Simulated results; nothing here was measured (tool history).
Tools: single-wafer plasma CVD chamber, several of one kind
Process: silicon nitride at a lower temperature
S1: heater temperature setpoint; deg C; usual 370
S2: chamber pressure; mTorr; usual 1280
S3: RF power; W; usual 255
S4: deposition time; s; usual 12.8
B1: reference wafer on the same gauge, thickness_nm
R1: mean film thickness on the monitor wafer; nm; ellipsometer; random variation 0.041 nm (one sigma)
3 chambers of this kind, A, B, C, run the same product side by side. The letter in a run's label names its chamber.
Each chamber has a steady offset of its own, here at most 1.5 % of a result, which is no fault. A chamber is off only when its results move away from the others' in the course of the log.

run    day   S1    S2   S3    S4      B1      R1
 1A   0.35  370  1280  255  12.8  14.099  12.693
 2B  0.621  370  1280  255  12.8  14.086  12.504
 3C  0.896  370  1280  255  12.8  14.098  12.608
 4B  1.246  370  1280  255  12.8  14.113  12.554
 5A  1.608  370  1280  255  12.8  14.095  12.673
 6C  2.129  370  1280  255  12.8  14.103   12.58
 7C  2.596  370  1280  255  12.8  14.111   12.54
 8A  2.992  362  1280  255  12.8  14.096   12.72
 9B  3.275  362  1280  255  12.8  14.102  12.521
10B  3.779  362  1280  255  12.8  14.099  12.604
11C  4.071  370  1280  255  12.8  14.098  12.569
12A  4.438  370  1280  255  12.8  14.097  12.617
13C  4.992  370  1280  255  11.6  14.103  11.377
14A  5.554  370  1280  255  11.6  14.089   11.53
15B  5.829  370  1280  255  11.6  14.088  11.378
16A  6.283  370  1280  255  12.8  14.097  12.693
17B  6.821  370  1280  255  12.8  14.099  12.543
18C  7.375  370  1280  255  12.8  14.099   12.62
19C  7.704  370  1280  255  12.8  14.097  12.585
20A  8.254  370   970  255  12.8  14.104   11.69

All 3 chambers run these settings next. Forecast each chamber's results:
21A  8.658  370  1280  255  12.8       ?
21B  8.658  370  1280  255  12.8       ?
21C  8.658  370  1280  255  12.8       ?

run      R1
21A  12.598
21B  12.449
21C  12.594
